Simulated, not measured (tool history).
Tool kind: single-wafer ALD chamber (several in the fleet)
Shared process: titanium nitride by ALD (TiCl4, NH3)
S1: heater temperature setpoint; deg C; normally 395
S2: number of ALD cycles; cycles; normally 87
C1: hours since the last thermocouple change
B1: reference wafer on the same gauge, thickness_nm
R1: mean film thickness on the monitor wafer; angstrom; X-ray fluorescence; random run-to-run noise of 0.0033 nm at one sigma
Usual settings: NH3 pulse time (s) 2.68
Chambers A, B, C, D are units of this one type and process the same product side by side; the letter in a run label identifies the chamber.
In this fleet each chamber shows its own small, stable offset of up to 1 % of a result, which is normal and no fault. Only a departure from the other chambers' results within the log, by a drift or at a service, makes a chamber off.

run 1C hour=7.0 | S1=395 S2=87 NH3_pulse_time_(s)=2.68 | C1=1062.6 | B1=1.5708 | R1=19.102
run 2A hour=16.8 | S1=395 S2=87 NH3_pulse_time_(s)=2.68 | C1=2038.9 | B1=1.5706 | R1=19.297
run 3B hour=31.4 | S1=395 S2=87 NH3_pulse_time_(s)=2.68 | C1=418.8 | B1=1.5709 | R1=19.355
run 4D hour=43.0 | S1=395 S2=87 NH3_pulse_time_(s)=2.68 | C1=166.9 | B1=1.5716 | R1=19.207
run 5B hour=52.8 | S1=395 S2=87 NH3_pulse_time_(s)=2.68 | C1=440.2 | B1=1.5725 | R1=19.443
run 6A hour=61.2 | S1=395 S2=96 NH3_pulse_time_(s)=3.31 | C1=2083.3 | B1=1.5730 | R1=21.515
run 7C hour=70.1 | S1=395 S2=96 NH3_pulse_time_(s)=3.31 | C1=1125.7 | B1=1.5729 | R1=21.370
run 8D hour=77.7 | S1=395 S2=96 NH3_pulse_time_(s)=3.31 | C1=201.6 | B1=1.5728 | R1=21.337
run 9D hour=86.3 | S1=395 S2=96 NH3_pulse_time_(s)=3.31 | C1=210.2 | B1=1.5730 | R1=21.381
run 10B hour=100.8 | S1=395 S2=87 NH3_pulse_time_(s)=2.68 | C1=488.2 | B1=1.5737 | R1=19.419
run 11A hour=116.1 | S1=395 S2=87 NH3_pulse_time_(s)=2.68 | C1=2138.2 | B1=1.5740 | R1=19.380
run 12C hour=123.8 | S1=395 S2=87 NH3_pulse_time_(s)=2.68 | C1=1179.4 | B1=1.5749 | R1=19.168
run 13D hour=136.6 | S1=395 S2=87 NH3_pulse_time_(s)=2.68 | C1=260.5 | B1=1.5751 | R1=19.247
run 14C hour=145.1 | S1=395 S2=87 NH3_pulse_time_(s)=2.68 | C1=1200.7 | B1=1.5757 | R1=19.211
run 15A hour=158.2 | S1=395 S2=87 NH3_pulse_time_(s)=2.68 | C1=2180.3 | B1=1.5765 | R1=19.356
run 16B hour=165.8 | S1=395 S2=87 NH3_pulse_time_(s)=2.68 | C1=553.2 | B1=1.5766 | R1=19.468
run 17A hour=179.1 | S1=395 S2=87 NH3_pulse_time_(s)=2.68 | C1=2201.2 | B1=1.5777 | R1=19.439
run 18D hour=192.9 | S1=395 S2=87 NH3_pulse_time_(s)=2.68 | C1=316.8 | B1=1.5781 | R1=19.263
run 19B hour=200.4 | S1=395 S2=87 NH3_pulse_time_(s)=2.68 | C1=587.8 | B1=1.5780 | R1=19.432
run 20C hour=213.6 | S1=395 S2=87 NH3_pulse_time_(s)=2.68 | C1=1269.2 | B1=1.5790 | R1=19.287
run 21B hour=222.1 | S1=395 S2=87 NH3_pulse_time_(s)=2.68 | C1=609.5 | B1=1.5785 | R1=19.560
run 22A hour=229.5 | S1=395 S2=87 NH3_pulse_time_(s)=2.68 | C1=2251.6 | B1=1.5790 | R1=19.393
run 23D hour=236.7 | S1=395 S2=87 NH3_pulse_time_(s)=2.68 | C1=360.6 | B1=1.5797 | R1=19.283
run 24C hour=244.1 | S1=395 S2=87 NH3_pulse_time_(s)=2.68 | C1=1299.7 | B1=1.5796 | R1=19.295
run 25D hour=258.7 | S1=395 S2=87 NH3_pulse_time_(s)=2.68 | C1=382.6 | B1=1.5804 | R1=19.295
run 26B hour=267.6 | S1=395 S2=87 NH3_pulse_time_(s)=2.68 | C1=655.0 | B1=1.5796 | R1=19.474

Predict what each chamber gives when all 4 of them run the settings below next.
run 27A hour=279.1 | S1=395 S2=74 NH3_pulse_time_(s)=2.68 | R1=?
run 27B hour=279.1 | S1=395 S2=74 NH3_pulse_time_(s)=2.68 | R1=?
run 27C hour=279.1 | S1=395 S2=74 NH3_pulse_time_(s)=2.68 | R1=?
run 27D hour=279.1 | S1=395 S2=74 NH3_pulse_time_(s)=2.68 | R1=?

run=27A R1=16.565
run=27B R1=16.622
run=27C R1=16.401
run=27D R1=16.381

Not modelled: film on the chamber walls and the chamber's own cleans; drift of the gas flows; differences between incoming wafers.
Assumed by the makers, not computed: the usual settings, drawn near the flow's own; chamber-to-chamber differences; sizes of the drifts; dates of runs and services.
